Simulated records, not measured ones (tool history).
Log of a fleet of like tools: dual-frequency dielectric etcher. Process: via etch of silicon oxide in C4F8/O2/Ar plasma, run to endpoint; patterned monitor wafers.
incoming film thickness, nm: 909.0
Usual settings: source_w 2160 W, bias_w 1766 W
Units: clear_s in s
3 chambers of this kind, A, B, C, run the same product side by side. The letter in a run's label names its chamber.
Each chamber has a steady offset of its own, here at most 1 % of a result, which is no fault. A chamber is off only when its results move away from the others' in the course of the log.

run   hour  source_w  bias_w  clear_s
 1A    7.8      2160    1766   180.88
 2B   14.6      2160    1766    178.4
 3C   20.9      2160    1766   177.45
 4B   28.5      2160    1766   178.28
 5C   33.9      2160    1766   177.51
 6A     40      2160    1766   178.91
 7A   48.5      2160    1766   180.64
 8C   55.3      2160    1766   177.71
 9B   63.8      1660    1916   192.58
10B     70      1660    1916   192.06
11C   78.6      1660    1916   195.01
      83.2  -- chamber C: wet clean of the chamber
12A   87.5      2160    1766   182.46
13A   92.4      2160    1766   182.72
14C   97.1      2160    1766   177.21
15B    103      2160    1766   178.14
16B  108.5      2630    2113   156.42
17C  114.4      2630    2113   157.09
18A  119.3      2630    2113   162.62
19C  128.4      2160    1766   180.58
20B  135.9      2160    1766   176.26
21A  141.1      2160    1766   186.51
22A  147.5      2160    1766   185.57
23C  156.9      2160    1766   178.83
24B  166.2      2160    1766      178
25A  175.6      2160    1766   189.98
26B  182.5      2160    1766   180.05
27C  188.4      2160    1766   178.96
28C    194      2160    1766   179.37
29A  199.3      2160    1766    187.7

Is one chamber off against the others, does the gauge drift, or is nothing wrong? If a chamber is off, say which, and what the likeliest cause is.

Chamber A drifts away from the others.
Cause: etch rate under this chamber's usual, % = 4.62.

Here are 4 candidates for chamber A's next run, each the usual settings with a change, their results left as question marks. Which one brings its results back in line with what the others give on the usual settings?
In line means no further than this from the other chambers' mean on the usual settings: clear_s 3.8 s
30A-1   207      2370    1881        ?
30A-2   207      2840    1766        ?
30A-3   207      1780    1554        ?
30A-4   207      1860    1766        ?

The other chambers' mean on the usual settings: clear_s 178.57 s
  run  clear_s
30A-1   178.86
30A-2    169.2
30A-3    211.4
30A-4   200.54
30A-1 brings the chamber back in line.

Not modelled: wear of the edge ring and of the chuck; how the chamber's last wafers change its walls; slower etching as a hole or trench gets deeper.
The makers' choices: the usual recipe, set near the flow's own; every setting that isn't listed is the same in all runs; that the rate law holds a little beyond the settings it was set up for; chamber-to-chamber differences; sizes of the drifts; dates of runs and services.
